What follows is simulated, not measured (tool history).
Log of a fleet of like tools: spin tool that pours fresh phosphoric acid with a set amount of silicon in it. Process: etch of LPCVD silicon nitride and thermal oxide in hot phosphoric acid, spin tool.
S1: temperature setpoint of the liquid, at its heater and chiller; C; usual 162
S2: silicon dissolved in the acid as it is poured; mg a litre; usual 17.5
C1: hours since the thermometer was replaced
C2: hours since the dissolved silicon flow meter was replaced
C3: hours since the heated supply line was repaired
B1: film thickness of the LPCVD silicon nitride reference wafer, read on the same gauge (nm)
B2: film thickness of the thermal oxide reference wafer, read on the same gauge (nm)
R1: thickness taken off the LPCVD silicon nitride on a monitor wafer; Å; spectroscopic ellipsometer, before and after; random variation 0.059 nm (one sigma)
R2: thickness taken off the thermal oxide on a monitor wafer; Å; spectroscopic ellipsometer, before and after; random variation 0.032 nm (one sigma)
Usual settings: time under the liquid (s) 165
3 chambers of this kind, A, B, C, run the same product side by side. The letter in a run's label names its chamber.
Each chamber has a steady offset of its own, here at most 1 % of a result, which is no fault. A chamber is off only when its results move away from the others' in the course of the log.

Run 1C, hour 11.0: usual settings; C1 1180.4; C2 741.6; C3 216.4; B1 89.971; B2 150.00. Result: R1 158.20 Å, R2 3.1301 Å.
Run 2B, hour 19.4: usual settings; C1 941.3; C2 240.1; C3 486.1; B1 89.989; B2 150.04. Result: R1 156.71 Å, R2 3.6762 Å.
Run 3A, hour 26.9: usual settings; C1 1363.2; C2 1303.4; C3 3165.0; B1 89.995; B2 150.02. Result: R1 158.06 Å, R2 3.8585 Å.
Run 4A, hour 41.9: usual settings; C1 1378.2; C2 1318.4; C3 3180.0; B1 89.981; B2 149.99. Result: R1 158.62 Å, R2 3.5281 Å.
Run 5C, hour 54.0: usual settings but S1 160 C; C1 1223.4; C2 784.6; C3 259.4; B1 90.002; B2 149.99. Result: R1 148.04 Å, R2 3.0315 Å.
Run 6B, hour 67.4: usual settings but S1 160 C; C1 989.3; C2 288.1; C3 534.1; B1 89.972; B2 150.04. Result: R1 146.88 Å, R2 3.1239 Å.
Run 7A, hour 78.9: usual settings but S1 160 C; C1 1415.2; C2 1355.4; C3 3217.0; B1 90.027; B2 149.97. Result: R1 148.25 Å, R2 3.4077 Å.
Run 8B, hour 85.6: usual settings; C1 1007.5; C2 306.3; C3 552.3; B1 90.020; B2 149.98. Result: R1 156.87 Å, R2 4.1949 Å.
Run 9C, hour 99.4: usual settings; C1 1268.8; C2 830.0; C3 304.8; B1 90.012; B2 150.00. Result: R1 158.03 Å, R2 3.6904 Å.
Run 10C, hour 111.4: usual settings; C1 1280.8; C2 842.0; C3 316.8; B1 89.994; B2 149.98. Result: R1 158.72 Å, R2 3.1311 Å.
Run 11A, hour 125.9: usual settings but S2 6.0 mg a litre, time under the liquid (s) 240; C1 1462.2; C2 1402.4; C3 3264.0; B1 90.001; B2 149.97. Result: R1 230.84 Å, R2 7.5386 Å.
Run 12B, hour 140.5: usual settings but S2 6.0 mg a litre, time under the liquid (s) 240; C1 1062.4; C2 361.2; C3 607.2; B1 90.016; B2 150.01. Result: R1 230.14 Å, R2 7.3308 Å.
Run 13A, hour 151.2: usual settings but S2 6.0 mg a litre, time under the liquid (s) 240; C1 1487.5; C2 1427.7; C3 3289.3; B1 89.996; B2 150.01. Result: R1 231.61 Å, R2 6.6220 Å.
Run 14B, hour 162.0: usual settings; C1 1083.9; C2 382.7; C3 628.7; B1 89.997; B2 150.00. Result: R1 157.51 Å, R2 3.7337 Å.
Run 15C, hour 169.4: usual settings; C1 1338.8; C2 900.0; C3 374.8; B1 90.000; B2 149.96. Result: R1 158.97 Å, R2 3.2357 Å.
Run 16B, hour 178.5: usual settings but S1 163 C; C1 1100.4; C2 399.2; C3 645.2; B1 90.010; B2 150.03. Result: R1 162.79 Å, R2 4.1075 Å.
At hour 181.4: chamber A: dissolved silicon flow meter replaced.
Run 17A, hour 193.6: usual settings but S1 163 C; C1 1529.9; C2 12.2; C3 3331.7; B1 89.994; B2 149.96. Result: R1 164.62 Å, R2 3.3690 Å.
Run 18C, hour 207.3: usual settings but S1 163 C; C1 1376.7; C2 937.9; C3 412.7; B1 89.998; B2 150.02. Result: R1 163.02 Å, R2 3.6314 Å.
Run 19B, hour 221.6: usual settings; C1 1143.5; C2 442.3; C3 688.3; B1 90.030; B2 149.96. Result: R1 156.60 Å, R2 4.0051 Å.
Run 20C, hour 233.0: usual settings; C1 1402.4; C2 963.6; C3 438.4; B1 89.998; B2 150.01. Result: R1 158.89 Å, R2 3.2620 Å.
Run 21A, hour 247.5: usual settings; C1 1583.8; C2 66.1; C3 3385.6; B1 90.007; B2 149.98. Result: R1 157.85 Å, R2 3.8028 Å.
Run 22B, hour 256.0: usual settings; C1 1177.9; C2 476.7; C3 722.7; B1 89.983; B2 150.00. Result: R1 157.46 Å, R2 4.1684 Å.
Run 23C, hour 266.7: usual settings; C1 1436.1; C2 997.3; C3 472.1; B1 89.999; B2 149.93. Result: R1 158.43 Å, R2 3.8369 Å.

All 3 chambers run these settings next. Forecast each chamber's results:
Run 24A, hour 277.5: usual settings. Result: R1 ?, R2 ?.
Run 24B, hour 277.5: usual settings. Result: R1 ?, R2 ?.
Run 24C, hour 277.5: usual settings. Result: R1 ?, R2 ?.

run      R1      R2
24A  158.04  3.9489
24B  156.70  3.7529
24C  158.54  4.1945
